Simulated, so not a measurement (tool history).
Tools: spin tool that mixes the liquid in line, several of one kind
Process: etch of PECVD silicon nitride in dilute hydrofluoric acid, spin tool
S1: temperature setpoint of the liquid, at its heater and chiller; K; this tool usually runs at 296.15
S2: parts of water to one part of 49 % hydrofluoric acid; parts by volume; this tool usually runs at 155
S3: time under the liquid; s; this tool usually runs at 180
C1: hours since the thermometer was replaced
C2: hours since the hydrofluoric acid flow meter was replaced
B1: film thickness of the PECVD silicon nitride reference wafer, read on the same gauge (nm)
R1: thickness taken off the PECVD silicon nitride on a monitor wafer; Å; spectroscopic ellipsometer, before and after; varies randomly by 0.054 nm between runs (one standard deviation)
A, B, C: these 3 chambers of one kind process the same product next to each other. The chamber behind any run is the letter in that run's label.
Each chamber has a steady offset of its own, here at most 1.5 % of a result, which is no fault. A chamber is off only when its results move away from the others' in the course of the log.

Run 1A, hour 6.2: usual settings; C1 340.9; C2 1094.9; B1 120.01. Result: R1 61.685 Å.
Run 2C, hour 18.7: usual settings; C1 116.3; C2 1223.2; B1 120.00. Result: R1 62.006 Å.
Run 3B, hour 26.2: usual settings; C1 1225.1; C2 190.8; B1 119.99. Result: R1 61.091 Å.
Run 4C, hour 32.9: usual settings; C1 130.5; C2 1237.4; B1 120.01. Result: R1 61.816 Å.
Run 5B, hour 43.4: usual settings but S1 292.65 K, S2 215 parts by volume; C1 1242.3; C2 208.0; B1 120.02. Result: R1 35.373 Å.
Run 6A, hour 53.0: usual settings but S1 292.65 K, S2 215 parts by volume; C1 387.7; C2 1141.7; B1 120.00. Result: R1 35.887 Å.
Run 7B, hour 64.0: usual settings but S1 292.65 K, S2 215 parts by volume; C1 1262.9; C2 228.6; B1 120.01. Result: R1 36.007 Å.
Run 8C, hour 74.8: usual settings; C1 172.4; C2 1279.3; B1 120.00. Result: R1 62.750 Å.
Run 9A, hour 86.1: usual settings; C1 420.8; C2 1174.8; B1 120.00. Result: R1 62.230 Å.
Run 10A, hour 97.3: usual settings but S1 292.65 K; C1 432.0; C2 1186.0; B1 119.98. Result: R1 49.327 Å.
Run 11B, hour 107.3: usual settings but S1 292.65 K; C1 1306.2; C2 271.9; B1 120.01. Result: R1 49.270 Å.
Run 12C, hour 116.0: usual settings but S1 292.65 K; C1 213.6; C2 1320.5; B1 120.01. Result: R1 49.469 Å.
Run 13A, hour 122.6: usual settings; C1 457.3; C2 1211.3; B1 120.00. Result: R1 61.101 Å.
Run 14C, hour 133.9: usual settings; C1 231.5; C2 1338.4; B1 120.02. Result: R1 62.779 Å.
Run 15B, hour 145.7: usual settings; C1 1344.6; C2 310.3; B1 120.01. Result: R1 64.177 Å.
Run 16B, hour 154.8: usual settings but S2 80 parts by volume, S3 145 s; C1 1353.7; C2 319.4; B1 119.99. Result: R1 96.466 Å.
Run 17C, hour 163.2: usual settings but S2 80 parts by volume, S3 145 s; C1 260.8; C2 1367.7; B1 120.00. Result: R1 98.414 Å.
Run 18A, hour 169.5: usual settings but S2 80 parts by volume, S3 145 s; C1 504.2; C2 1258.2; B1 119.99. Result: R1 93.496 Å.
Run 19C, hour 182.0: usual settings but S2 200 parts by volume, S3 270 s; C1 279.6; C2 1386.5; B1 120.00. Result: R1 72.824 Å.
Run 20A, hour 188.7: usual settings but S2 200 parts by volume, S3 270 s; C1 523.4; C2 1277.4; B1 120.00. Result: R1 72.226 Å.
Run 21B, hour 195.3: usual settings but S2 200 parts by volume, S3 270 s; C1 1394.2; C2 359.9; B1 119.99. Result: R1 74.867 Å.
Run 22C, hour 208.7: usual settings; C1 306.3; C2 1413.2; B1 120.01. Result: R1 63.602 Å.
Run 23B, hour 217.1: usual settings; C1 1416.0; C2 381.7; B1 120.00. Result: R1 65.900 Å.
Run 24A, hour 230.5: usual settings; C1 565.2; C2 1319.2; B1 120.02. Result: R1 62.121 Å.
Run 25A, hour 236.8: usual settings; C1 571.5; C2 1325.5; B1 120.00. Result: R1 61.271 Å.
At hour 240.7: chamber A: hydrofluoric acid flow meter replaced.
Run 26B, hour 244.7: usual settings; C1 1443.6; C2 409.3; B1 119.98. Result: R1 67.827 Å.
Run 27C, hour 254.9: usual settings; C1 352.5; C2 1459.4; B1 120.00. Result: R1 62.361 Å.
Run 28B, hour 262.1: usual settings; C1 1461.0; C2 426.7; B1 120.00. Result: R1 67.615 Å.
Run 29C, hour 268.3: usual settings; C1 365.9; C2 1472.8; B1 120.00. Result: R1 61.500 Å.
Run 30A, hour 275.0: usual settings; C1 609.7; C2 34.3; B1 120.01. Result: R1 61.486 Å.

All chambers now run identical settings, listed one chamber a line with results as question marks. What results will each chamber show?
Run 31A, hour 284.6: usual settings but S3 255 s. Result: R1 ?.
Run 31B, hour 284.6: usual settings but S3 255 s. Result: R1 ?.
Run 31C, hour 284.6: usual settings but S3 255 s. Result: R1 ?.

run      R1
31A  87.762
31B  95.585
31C  89.860
